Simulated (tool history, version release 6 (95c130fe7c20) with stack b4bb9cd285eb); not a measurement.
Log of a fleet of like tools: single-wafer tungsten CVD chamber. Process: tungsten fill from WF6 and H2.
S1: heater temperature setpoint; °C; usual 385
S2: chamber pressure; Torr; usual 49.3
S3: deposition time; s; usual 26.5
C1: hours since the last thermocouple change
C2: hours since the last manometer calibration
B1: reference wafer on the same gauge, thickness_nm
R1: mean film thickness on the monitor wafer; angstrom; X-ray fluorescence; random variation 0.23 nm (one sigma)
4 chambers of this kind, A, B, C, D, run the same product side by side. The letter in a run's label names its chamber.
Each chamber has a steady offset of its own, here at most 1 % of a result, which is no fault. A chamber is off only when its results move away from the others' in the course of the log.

run,hour,S1,S2,S3,C1,C2,B1,R1
1C,9.6,385,49.3,26.5,460.8,1036.3,62.975,735.33
2A,14.5,385,49.3,26.5,1433.4,346.4,63.006,724.61
3B,20.4,385,49.3,26.5,1200.2,600.7,62.998,731.36
# hour 26.2: chamber D: capacitance manometer re-zeroed and calibrated
4D,28.1,385,49.3,26.5,679.0,1.9,63.027,724.56
5B,35.7,385,38.4,28.2,1215.5,616.0,62.969,691.03
6A,43.0,385,38.4,28.2,1461.9,374.9,62.990,688.96
7D,52.4,385,38.4,28.2,703.3,26.2,62.952,693.12
8C,58.0,385,38.4,28.2,509.2,1084.7,63.023,693.47
9B,64.0,375,49.3,26.5,1243.8,644.3,62.922,593.58
10A,68.9,375,49.3,26.5,1487.8,400.8,62.991,592.35
11D,77.1,375,49.3,26.5,728.0,50.9,62.988,594.63
12C,84.2,375,49.3,26.5,535.4,1110.9,63.015,602.76
13B,90.3,385,49.3,26.5,1270.1,670.6,62.982,728.74
14A,99.7,385,49.3,26.5,1518.6,431.6,63.021,722.27
15D,108.6,385,49.3,26.5,759.5,82.4,62.989,730.83
16C,117.3,385,49.3,26.5,568.5,1144.0,63.005,740.16
17B,124.1,385,49.3,26.5,1303.9,704.4,63.029,727.58
18A,130.8,397,49.3,22.1,1549.7,462.7,62.962,763.62
19D,135.2,397,49.3,22.1,786.1,109.0,63.022,766.46
20C,140.8,397,49.3,22.1,592.0,1167.5,63.033,778.82
21D,145.6,397,49.3,22.1,796.5,119.4,63.038,764.62
22B,151.1,385,49.3,26.5,1330.9,731.4,63.003,728.12
23A,158.1,385,49.3,26.5,1577.0,490.0,62.969,721.54
24C,163.1,385,49.3,26.5,614.3,1189.8,63.024,746.21
25C,170.3,385,49.3,26.5,621.5,1197.0,62.998,741.60
26D,178.2,385,49.3,26.5,829.1,152.0,63.003,726.78
27A,182.8,385,43.6,26.5,1601.7,514.7,63.018,684.63
28B,189.3,385,43.6,26.5,1369.1,769.6,62.997,690.06
29D,193.8,385,43.6,26.5,844.7,167.6,62.990,684.41
30B,202.5,385,43.6,26.5,1382.3,782.8,62.965,687.50
31A,212.1,385,58.4,26.5,1631.0,544.0,62.966,782.44
32C,221.0,385,58.4,26.5,672.2,1247.7,62.959,805.42
# hour 225.9: chamber C: capacitance manometer re-zeroed and calibrated
33C,229.7,385,58.4,26.5,680.9,3.9,63.008,806.59
# hour 231.3: chamber B: thermocouple changed; heater temperature recalibrated
34B,238.8,385,58.4,26.5,7.6,819.1,62.974,784.54
35A,247.5,385,49.3,26.5,1666.4,579.4,63.046,719.61
36D,253.6,385,49.3,26.5,904.5,227.4,62.967,725.95

Is one chamber off against the others, does the gauge drift, or is nothing wrong? If a chamber is off, say which, and what the likeliest cause is.

Chamber C drifts away from the others.
Cause: wafer temperature above the value expected at the setpoint (K) = 1.31.

Here are 4 candidates for chamber C's next run, each the usual settings with a change, their results left as question marks. Which one brings its results back in line with what the others give on the usual settings?
In line means no further than this from the other chambers' mean on the usual settings: R1 7.90 angstrom
37C-1,260.6,385,49.3,27.4,,,,?
37C-2,260.6,385,49.3,25.0,,,,?
37C-3,260.6,385,45.6,26.5,,,,?
37C-4,260.6,387,49.9,26.9,,,,?

The other chambers' mean on the usual settings: R1 726.16 angstrom
run,R1
37C-1,777.30
37C-2,708.95
37C-3,724.77
37C-4,798.01
37C-3 brings the chamber back in line.

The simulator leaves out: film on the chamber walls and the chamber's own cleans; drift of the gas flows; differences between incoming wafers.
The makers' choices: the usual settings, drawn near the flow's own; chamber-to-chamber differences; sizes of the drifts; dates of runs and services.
